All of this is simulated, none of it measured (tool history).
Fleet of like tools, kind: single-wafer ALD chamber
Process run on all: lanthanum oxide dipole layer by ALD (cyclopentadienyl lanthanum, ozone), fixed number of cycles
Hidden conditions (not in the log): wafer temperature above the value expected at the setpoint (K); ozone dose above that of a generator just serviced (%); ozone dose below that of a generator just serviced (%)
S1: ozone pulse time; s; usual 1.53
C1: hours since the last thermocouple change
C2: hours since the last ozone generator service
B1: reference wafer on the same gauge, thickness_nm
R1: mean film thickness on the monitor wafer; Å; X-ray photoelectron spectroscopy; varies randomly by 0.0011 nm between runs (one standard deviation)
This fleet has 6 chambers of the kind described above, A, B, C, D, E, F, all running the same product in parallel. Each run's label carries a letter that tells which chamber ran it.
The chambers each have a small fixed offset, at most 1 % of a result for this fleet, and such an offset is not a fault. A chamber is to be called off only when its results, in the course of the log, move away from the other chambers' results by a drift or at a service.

{"run": "1F", "hour": 7.1, "S1": 1.53, "C1": 580.1, "C2": 745.5, "B1": 0.6499, "R1": 5.5391}
{"run": "2E", "hour": 16.6, "S1": 1.53, "C1": 1903.2, "C2": 469.9, "B1": 0.64996, "R1": 5.4539}
{"run": "3D", "hour": 27.0, "S1": 1.53, "C1": 1382.6, "C2": 144.8, "B1": 0.65045, "R1": 5.5007}
{"run": "4A", "hour": 38.3, "S1": 1.53, "C1": 2746.5, "C2": 137.1, "B1": 0.65001, "R1": 5.5516}
{"run": "5C", "hour": 44.1, "S1": 1.53, "C1": 1638.8, "C2": 923.7, "B1": 0.65012, "R1": 5.5297}
{"run": "6B", "hour": 50.0, "S1": 1.53, "C1": 855.7, "C2": 1343.4, "B1": 0.65032, "R1": 5.5425}
{"run": "7B", "hour": 59.8, "S1": 1.53, "C1": 865.5, "C2": 1353.2, "B1": 0.64991, "R1": 5.5389}
{"run": "8F", "hour": 69.2, "S1": 1.53, "C1": 642.2, "C2": 807.6, "B1": 0.64971, "R1": 5.5273}
{"hour": 77.3, "done": "chamber B: thermocouple changed; heater temperature recalibrated"}
{"run": "9E", "hour": 80.3, "S1": 1.53, "C1": 1966.9, "C2": 533.6, "B1": 0.65, "R1": 5.4481}
{"run": "10A", "hour": 91.3, "S1": 1.53, "C1": 2799.5, "C2": 190.1, "B1": 0.64985, "R1": 5.5443}
{"run": "11D", "hour": 101.9, "S1": 1.53, "C1": 1457.5, "C2": 219.7, "B1": 0.65022, "R1": 5.5189}
{"run": "12C", "hour": 110.5, "S1": 1.53, "C1": 1705.2, "C2": 990.1, "B1": 0.65026, "R1": 5.5234}
{"run": "13D", "hour": 122.6, "S1": 1.53, "C1": 1478.2, "C2": 240.4, "B1": 0.64987, "R1": 5.5046}
{"run": "14E", "hour": 129.5, "S1": 1.53, "C1": 2016.1, "C2": 582.8, "B1": 0.65025, "R1": 5.4644}
{"run": "15F", "hour": 138.0, "S1": 1.53, "C1": 711, "C2": 876.4, "B1": 0.65025, "R1": 5.5419}
{"run": "16B", "hour": 149.2, "S1": 1.53, "C1": 71.9, "C2": 1442.6, "B1": 0.65043, "R1": 5.5512}
{"hour": 152.1, "done": "chamber C: thermocouple changed; heater temperature recalibrated"}
{"run": "17C", "hour": 156.2, "S1": 1.53, "C1": 4.2, "C2": 1035.8, "B1": 0.65015, "R1": 5.5197}
{"run": "18A", "hour": 164.6, "S1": 1.53, "C1": 2872.8, "C2": 263.4, "B1": 0.65029, "R1": 5.532}
{"run": "19D", "hour": 171.3, "S1": 1.53, "C1": 1526.9, "C2": 289.1, "B1": 0.6498, "R1": 5.5326}
{"run": "20F", "hour": 179.0, "S1": 1.53, "C1": 752, "C2": 917.4, "B1": 0.65055, "R1": 5.522}
{"run": "21E", "hour": 186.1, "S1": 1.34, "C1": 2072.7, "C2": 639.4, "B1": 0.64979, "R1": 5.344}
{"run": "22C", "hour": 193.6, "S1": 1.34, "C1": 41.6, "C2": 1073.2, "B1": 0.65011, "R1": 5.3888}
{"run": "23A", "hour": 205.6, "S1": 1.34, "C1": 2913.8, "C2": 304.4, "B1": 0.64974, "R1": 5.4439}
{"run": "24B", "hour": 217.5, "S1": 1.34, "C1": 140.2, "C2": 1510.9, "B1": 0.64967, "R1": 5.424}
{"run": "25F", "hour": 225.2, "S1": 1.34, "C1": 798.2, "C2": 963.6, "B1": 0.65026, "R1": 5.418}
{"run": "26B", "hour": 231.6, "S1": 1.34, "C1": 154.3, "C2": 1525, "B1": 0.64954, "R1": 5.4113}
{"run": "27C", "hour": 239.4, "S1": 1.53, "C1": 87.4, "C2": 1119, "B1": 0.64984, "R1": 5.5063}
{"run": "28D", "hour": 248.1, "S1": 1.53, "C1": 1603.7, "C2": 365.9, "B1": 0.65012, "R1": 5.5082}
{"run": "29E", "hour": 260.2, "S1": 1.53, "C1": 2146.8, "C2": 713.5, "B1": 0.65011, "R1": 5.4686}
{"run": "30A", "hour": 271.7, "S1": 1.53, "C1": 2979.9, "C2": 370.5, "B1": 0.64995, "R1": 5.5344}
{"run": "31E", "hour": 279.0, "S1": 1.53, "C1": 2165.6, "C2": 732.3, "B1": 0.6502, "R1": 5.4458}
{"run": "32D", "hour": 290.8, "S1": 1.53, "C1": 1646.4, "C2": 408.6, "B1": 0.64979, "R1": 5.4935}
{"run": "33A", "hour": 302.2, "S1": 1.53, "C1": 3010.4, "C2": 401, "B1": 0.64998, "R1": 5.5464}
{"run": "34C", "hour": 313.7, "S1": 1.53, "C1": 161.7, "C2": 1193.3, "B1": 0.65008, "R1": 5.5351}
{"run": "35F", "hour": 322.4, "S1": 1.53, "C1": 895.4, "C2": 1060.8, "B1": 0.64993, "R1": 5.5061}
{"run": "36B", "hour": 333.0, "S1": 1.53, "C1": 255.7, "C2": 1626.4, "B1": 0.64953, "R1": 5.5502}

Read the log: is a single chamber off, either drifting away or since a service, is the gauge that measures every chamber drifting, or is nothing wrong beyond small per-chamber offsets? Name any odd chamber and what most likely caused it.

Neither any chamber nor the gauge drifts; the chambers differ only by their own small, steady offsets.

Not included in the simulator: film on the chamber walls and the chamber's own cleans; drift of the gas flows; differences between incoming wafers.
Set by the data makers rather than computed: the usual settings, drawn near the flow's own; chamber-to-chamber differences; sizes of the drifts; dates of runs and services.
